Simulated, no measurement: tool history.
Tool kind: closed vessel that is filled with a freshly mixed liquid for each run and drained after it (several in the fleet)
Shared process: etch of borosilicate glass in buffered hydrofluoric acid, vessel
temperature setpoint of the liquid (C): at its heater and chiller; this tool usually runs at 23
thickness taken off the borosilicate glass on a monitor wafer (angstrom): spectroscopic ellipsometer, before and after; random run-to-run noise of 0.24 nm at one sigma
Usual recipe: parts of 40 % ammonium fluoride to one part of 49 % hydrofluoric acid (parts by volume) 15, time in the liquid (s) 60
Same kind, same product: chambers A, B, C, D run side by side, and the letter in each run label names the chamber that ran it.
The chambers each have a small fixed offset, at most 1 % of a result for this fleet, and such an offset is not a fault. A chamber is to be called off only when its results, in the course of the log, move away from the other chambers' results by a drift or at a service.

run   hour  temperature setpoint of the liquid (C)  parts of 40 % ammonium fluoride to one part of 49 % hydrofluoric acid (parts by volume)  time in the liquid (s)  hours since the thermometer was replaced  hours since the hydrofluoric acid flow meter was replaced  read-back film thickness of the borosilicate glass reference wafer, read on the same gauge (nm)  thickness taken off the borosilicate glass on a monitor wafer (angstrom)
 1A   13.1                                      23                                                                                       15                      60                                     148.6                                                      187.8                                                                                              110                                                                    475.92
 2C   24.5                                      23                                                                                       15                      60                                    1691.2                                                     1245.6                                                                                           109.99                                                                    474.66
 3B   34.4                                      23                                                                                       15                      60                                      39.4                                                      483.9                                                                                              110                                                                    478.84
 4D     47                                      23                                                                                       15                      60                                     171.4                                                      189.5                                                                                           110.01                                                                    479.21
 5C   55.1                                      23                                                                                       15                      60                                    1721.8                                                     1276.2                                                                                           109.96                                                                    474.84
 6D   67.1                                      23                                                                                       12                      60                                     191.5                                                      209.6                                                                                           110.02                                                                    601.56
 7A   80.3                                      23                                                                                       12                      60                                     215.8                                                        255                                                                                           109.98                                                                    600.54
 8B   93.2                                      23                                                                                       12                      60                                      98.2                                                      542.7                                                                                           110.03                                                                       595
 9C   99.9                                      23                                                                                       12                      60                                    1766.6                                                       1321                                                                                           109.97                                                                    589.77
10B  109.7                                      23                                                                                       15                      60                                     114.7                                                      559.2                                                                                           110.03                                                                    485.06
11A  122.5                                      23                                                                                       15                      60                                       258                                                      297.2                                                                                           109.99                                                                    475.55
12D  134.3                                      23                                                                                       15                      60                                     258.7                                                      276.8                                                                                           110.02                                                                    481.97
13A    141                                      23                                                                                       15                      60                                     276.5                                                      315.7                                                                                              110                                                                    470.77
14D  149.8                                      23                                                                                       15                      60                                     274.2                                                      292.3                                                                                              110                                                                    485.55
15C  157.5                                      23                                                                                       15                      60                                    1824.2                                                     1378.6                                                                                           110.04                                                                    475.72
16B  166.5                                      23                                                                                       15                      60                                     171.5                                                        616                                                                                           110.02                                                                    478.03
17B  173.7                                    21.5                                                                                       15                      60                                     178.7                                                      623.2                                                                                           110.01                                                                       445
18A  185.9                                    21.5                                                                                       15                      60                                     321.4                                                      360.6                                                                                           109.99                                                                    435.01
19D  192.7                                    21.5                                                                                       15                      60                                     317.1                                                      335.2                                                                                           110.01                                                                    453.53
20C  203.1                                    21.5                                                                                       15                      60                                    1869.8                                                     1424.2                                                                                              110                                                                    435.13
21C  213.5                                      23                                                                                       15                      60                                    1880.2                                                     1434.6                                                                                           109.98                                                                    479.08
22A  224.4                                      23                                                                                       15                      60                                     359.9                                                      399.1                                                                                           110.02                                                                    471.71
23B  234.4                                      23                                                                                       15                      60                                     239.4                                                      683.9                                                                                           110.02                                                                    478.13
24D  245.1                                      23                                                                                       15                      60                                     369.5                                                      387.6                                                                                              110                                                                    492.06
25A  252.5                                      23                                                                                       15                      60                                       388                                                      427.2                                                                                           110.02                                                                    472.38
     252.7  -- chamber A: hydrofluoric acid flow meter replaced
26D  259.3                                      23                                                                                       15                      60                                     383.7                                                      401.8                                                                                              110                                                                    495.39
27C  271.3                                      23                                                                                       15                      60                                      1938                                                     1492.4                                                                                           110.02                                                                    474.28
28B  279.3                                      23                                                                                       15                      30                                     284.3                                                      728.8                                                                                           110.01                                                                    240.38
29D  291.7                                      23                                                                                       15                      30                                     416.1                                                      434.2                                                                                           110.02                                                                    249.22
30A    301                                      23                                                                                       15                      30                                     436.5                                                       48.4                                                                                           110.01                                                                    235.97
31C  308.6                                      23                                                                                       15                      30                                    1975.3                                                     1529.7                                                                                           110.01                                                                    234.71

For the next run the whole fleet of 4 chambers uses the same settings. Give each chamber's results:
32A  318.4                                      23                                                                                       15                      60                                                                                                                                                                                                                                                                               ?
32B  318.4                                      23                                                                                       15                      60                                                                                                                                                                                                                                                                               ?
32C  318.4                                      23                                                                                       15                      60                                                                                                                                                                                                                                                                               ?
32D  318.4                                      23                                                                                       15                      60                                                                                                                                                                                                                                                                               ?

run  thickness taken off the borosilicate glass on a monitor wafer (angstrom)
32A                                                                    472.88
32B                                                                    477.66
32C                                                                    476.06
32D                                                                    504.22
